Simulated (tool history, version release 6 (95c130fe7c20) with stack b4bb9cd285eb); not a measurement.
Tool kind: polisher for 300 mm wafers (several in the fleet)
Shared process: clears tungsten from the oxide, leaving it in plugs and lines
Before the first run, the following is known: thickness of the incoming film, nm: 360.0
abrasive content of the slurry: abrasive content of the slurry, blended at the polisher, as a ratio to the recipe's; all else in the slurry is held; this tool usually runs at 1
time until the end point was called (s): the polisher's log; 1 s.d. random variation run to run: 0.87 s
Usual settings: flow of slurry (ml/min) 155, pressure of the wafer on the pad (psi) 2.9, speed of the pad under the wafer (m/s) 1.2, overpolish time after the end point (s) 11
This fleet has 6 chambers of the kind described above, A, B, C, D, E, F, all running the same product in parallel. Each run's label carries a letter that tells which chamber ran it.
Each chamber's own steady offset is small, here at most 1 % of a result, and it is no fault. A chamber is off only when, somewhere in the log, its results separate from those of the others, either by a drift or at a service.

| run | hour | flow of slurry (ml/min) | pressure of the wafer on the pad (psi) | speed of the pad under the wafer (m/s) | abrasive content of the slurry | overpolish time after the end point (s) | wafers polished on this pad | hours since the slurry nozzle was cleaned | hours since the head pressure was calibrated | hours since the slurry blender was calibrated | hours since the slurry got fresh peroxide | time until the end point was called (s) |
|---|---|---|---|---|---|---|---|---|---|---|---|---|
|  | 8.6 | chamber C: slurry tank refilled with fresh slurry and peroxide |
| 1B | 8.7 | 155 | 2.9 | 1.2 | 1 | 11 | 434 | 571.9 | 191.4 | 214.5 | 50.8 | 76.042 |
|  | 10.4 | chamber C: worn pad replaced by a new one |
| 2C | 17.8 | 155 | 2.9 | 1.2 | 1 | 11 | 44 | 262 | 642.3 | 48.6 | 9.3 | 75.641 |
|  | 24 | chamber E: worn pad replaced by a new one |
|  | 24.3 | chamber A: slurry nozzle cleaned |
| 3F | 26.5 | 155 | 2.9 | 1.2 | 1 | 11 | 710 | 645.6 | 402.9 | 70.1 | 61.1 | 76.322 |
| 4E | 38.5 | 155 | 2.9 | 1.2 | 1 | 11 | 86 | 220.1 | 869.1 | 284.5 | 45 | 76.367 |
|  | 43.8 | chamber C: slurry nozzle cleaned |
|  | 46.4 | chamber A: worn pad replaced by a new one |
|  | 46.8 | chamber F: slurry tank refilled with fresh slurry and peroxide |
| 5A | 48.4 | 155 | 2.9 | 1.2 | 1 | 11 | 12 | 24.2 | 953.7 | 167.1 | 121.3 | 77.333 |
|  | 52.8 | chamber E: slurry blender recalibrated |
|  | 54.2 | chamber B: slurry tank refilled with fresh slurry and peroxide |
| 6D | 61.2 | 155 | 2.9 | 1.2 | 1 | 11 | 1124 | 275.2 | 310.5 | 128.9 | 135.7 | 76.022 |
|  | 64 | chamber D: worn pad replaced by a new one |
|  | 66 | chamber E: slurry tank refilled with fresh slurry and peroxide |
|  | 67.9 | chamber F: worn pad replaced by a new one |
| 7C | 71 | 155 | 2.9 | 1.2 | 1 | 11 | 362 | 27.3 | 695.5 | 101.8 | 62.5 | 75.975 |
|  | 72.6 | chamber E: slurry nozzle cleaned |
|  | 73.6 | chamber D: slurry tank refilled with fresh slurry and peroxide |
| 8A | 76.9 | 155 | 2.1 | 0.86 | 1 | 11 | 182 | 52.7 | 982.2 | 195.6 | 149.8 | 144.49 |
|  | 80.9 | chamber A: slurry tank refilled with fresh slurry and peroxide |
|  | 82.2 | chamber D: slurry nozzle cleaned |
| 9B | 85.3 | 155 | 2.1 | 0.86 | 1 | 11 | 892 | 648.5 | 268 | 291.1 | 31.2 | 151.1 |
| 10E | 91.8 | 155 | 2.1 | 0.86 | 1 | 11 | 405 | 19.3 | 922.4 | 39 | 25.9 | 147.89 |
|  | 98.2 | chamber C: worn pad replaced by a new one |
| 11F | 103.9 | 155 | 2.1 | 0.86 | 1 | 11 | 215 | 723 | 480.3 | 147.5 | 57.1 | 152.14 |
|  | 104.9 | chamber B: worn pad replaced by a new one |
|  | 107.6 | chamber F: head pressure recalibrated |
| 12D | 115.8 | 155 | 2.1 | 0.86 | 1 | 11 | 309 | 33.6 | 365.1 | 183.5 | 42.3 | 148.32 |
|  | 122.5 | chamber C: slurry blender recalibrated |
| 13E | 126.8 | 155 | 2.1 | 0.86 | 1 | 11 | 614 | 54.3 | 957.4 | 74 | 60.9 | 145.44 |
|  | 127.8 | chamber F: slurry tank refilled with fresh slurry and peroxide |
| 14F | 134.9 | 155 | 2.9 | 1.2 | 1 | 11 | 400 | 754 | 27.4 | 178.5 | 7.1 | 76.507 |
|  | 142.4 | chamber B: slurry blender recalibrated |
|  | 145.9 | chamber E: slurry tank refilled with fresh slurry and peroxide |
| 15C | 146.1 | 155 | 2.9 | 1.2 | 1 | 11 | 286 | 102.4 | 770.6 | 23.7 | 137.6 | 75.748 |
|  | 146.5 | chamber B: slurry tank refilled with fresh slurry and peroxide |
|  | 155.1 | chamber F: slurry nozzle cleaned |
| 16D | 158.1 | 155 | 2.9 | 1.2 | 1 | 11 | 562 | 75.9 | 407.4 | 225.8 | 84.6 | 78.361 |
|  | 161.3 | chamber C: slurry tank refilled with fresh slurry and peroxide |
| 17B | 164.3 | 155 | 2.9 | 1.2 | 1 | 11 | 355 | 727.5 | 347 | 22 | 17.8 | 76.823 |
| 18A | 174.7 | 155 | 2.9 | 1.2 | 1 | 11 | 767 | 150.5 | 1080 | 293.4 | 93.9 | 75.775 |
| 19E | 183.3 | 155 | 2.9 | 1.2 | 1 | 11 | 952 | 110.8 | 1013.9 | 130.5 | 37.4 | 76.063 |
|  | 186.6 | chamber D: slurry blender recalibrated |
| 20B | 193.1 | 200 | 2.9 | 1.2 | 0.85 | 11 | 527 | 756.3 | 375.8 | 50.8 | 46.6 | 77.968 |
|  | 201.1 | chamber C: worn pad replaced by a new one |
|  | 201.9 | chamber F: slurry tank refilled with fresh slurry and peroxide |
| 21C | 204 | 200 | 2.9 | 1.2 | 0.85 | 11 | 17 | 160.3 | 828.5 | 81.6 | 42.7 | 76.292 |
|  | 207.6 | chamber A: worn pad replaced by a new one |
| 22D | 210.4 | 200 | 2.9 | 1.2 | 0.85 | 11 | 875 | 128.2 | 459.7 | 23.9 | 136.9 | 78.141 |
|  | 214.3 | chamber E: slurry tank refilled with fresh slurry and peroxide |
| 23A | 216.4 | 200 | 2.9 | 1.2 | 0.85 | 11 | 52 | 192.2 | 1121.7 | 335.1 | 135.6 | 75.616 |
|  | 224.8 | chamber E: worn pad replaced by a new one |
| 24F | 225.5 | 200 | 2.9 | 1.2 | 0.85 | 11 | 942 | 70.5 | 118 | 269.1 | 23.6 | 77.312 |
|  | 225.8 | chamber A: slurry tank refilled with fresh slurry and peroxide |
|  | 231.3 | chamber E: head pressure recalibrated |
|  | 235.2 | chamber B: slurry tank refilled with fresh slurry and peroxide |
| 25B | 236.1 | 200 | 2.9 | 1.2 | 0.85 | 11 | 784 | 799.3 | 418.8 | 93.8 | 0.9 | 75.595 |
|  | 247.8 | chamber B: worn pad replaced by a new one |
| 26D | 249.6 | 180 | 2.4 | 1.2 | 1 | 11 | 1109 | 167.4 | 498.9 | 63.1 | 176.1 | 94.695 |
|  | 251.4 | chamber F: worn pad replaced by a new one |
| 27F | 261.3 | 180 | 2.4 | 1.2 | 1 | 11 | 59 | 106.3 | 153.8 | 304.9 | 59.4 | 92.46 |
|  | 268.6 | chamber C: slurry blender recalibrated |
|  | 272 | chamber D: slurry tank refilled with fresh slurry and peroxide |
|  | 273 | chamber D: worn pad replaced by a new one |
| 28C | 273.7 | 180 | 2.4 | 1.2 | 1 | 11 | 433 | 230 | 898.2 | 5.1 | 112.4 | 92.807 |
|  | 274.8 | chamber F: slurry blender recalibrated |
|  | 283.4 | chamber F: slurry tank refilled with fresh slurry and peroxide |
| 29A | 286.7 | 180 | 2.4 | 1.2 | 1 | 11 | 472 | 262.5 | 1192 | 405.4 | 61 | 89.94 |
|  | 291.5 | chamber A: slurry nozzle cleaned |
| 30E | 296.1 | 180 | 2.4 | 1.2 | 1 | 11 | 426 | 223.6 | 64.9 | 243.3 | 81.9 | 89.83 |
|  | 297.3 | chamber E: slurry tank refilled with fresh slurry and peroxide |
|  | 299.6 | chamber A: slurry blender recalibrated |
| 31C | 305.6 | 180 | 2.4 | 1.2 | 1 | 11 | 624 | 261.9 | 930.1 | 37 | 144.3 | 90.174 |
| 32A | 315.4 | 155 | 2.9 | 1.2 | 1 | 11 | 644 | 23.9 | 1220.7 | 15.8 | 89.7 | 76.977 |
|  | 316.9 | chamber B: slurry nozzle cleaned |
|  | 320.8 | chamber B: head pressure recalibrated |
| 33E | 327 | 155 | 2.9 | 1.2 | 1 | 11 | 611 | 254.5 | 95.8 | 274.2 | 29.7 | 75.98 |
|  | 332 | chamber B: slurry tank refilled with fresh slurry and peroxide |
| 34F | 333.9 | 155 | 2.9 | 1.2 | 1 | 11 | 493 | 178.9 | 226.4 | 59.2 | 50.5 | 75.277 |
| 35B | 342.5 | 155 | 2.9 | 1.2 | 1 | 11 | 566 | 25.6 | 21.7 | 200.2 | 10.6 | 77.273 |
| 36D | 355.3 | 155 | 2.9 | 1.2 | 1 | 11 | 492 | 273.1 | 604.6 | 168.8 | 83.3 | 83.632 |
|  | 359.8 | chamber F: slurry tank refilled with fresh slurry and peroxide |
| 37F | 365 | 155 | 2.9 | 0.96 | 1 | 6 | 679 | 210 | 257.5 | 90.3 | 5.2 | 95.856 |

Which is it: a chamber that has drifted or been left off by a service, a gauge drift common to all chambers, or only each chamber's usual small offset? If a chamber is off, name it and its likeliest cause.

Chamber D drifts away from the others.
Likeliest cause: head's pressure below its setpoint, % = 8.54.
It could be hard to tell apart here from: slurry flow missing at the pad, %.

Below are 4 candidate recipes for chamber D's next run, each the usual settings with a change, their results shown as question marks. Which of them brings D's results back in line with what the other chambers give on the usual settings?
A result is in line if it is within this distance of the other chambers' mean on the usual settings: time until the end point was called (s) 3.1
| 38D-1 | 374.7 | 160 | 3.2 | 1.2 | 1 | 11 |  |  |  |  |  | ? |
| 38D-2 | 374.7 | 155 | 2.7 | 1.1 | 1 | 11 |  |  |  |  |  | ? |
| 38D-3 | 374.7 | 155 | 2.9 | 1.1 | 1 | 11 |  |  |  |  |  | ? |
| 38D-4 | 374.7 | 155 | 2.9 | 1.4 | 1 | 11 |  |  |  |  |  | ? |

Average result of the remaining chambers running the usual settings: time until the end point was called (s) 76.494
| run | time until the end point was called (s) |
|---|---|
| 38D-1 | 75.663 |
| 38D-2 | 98.235 |
| 38D-3 | 91.562 |
| 38D-4 | 71.69 |
Change 38D-1 lands the chamber within the allowed miss of the other chambers.

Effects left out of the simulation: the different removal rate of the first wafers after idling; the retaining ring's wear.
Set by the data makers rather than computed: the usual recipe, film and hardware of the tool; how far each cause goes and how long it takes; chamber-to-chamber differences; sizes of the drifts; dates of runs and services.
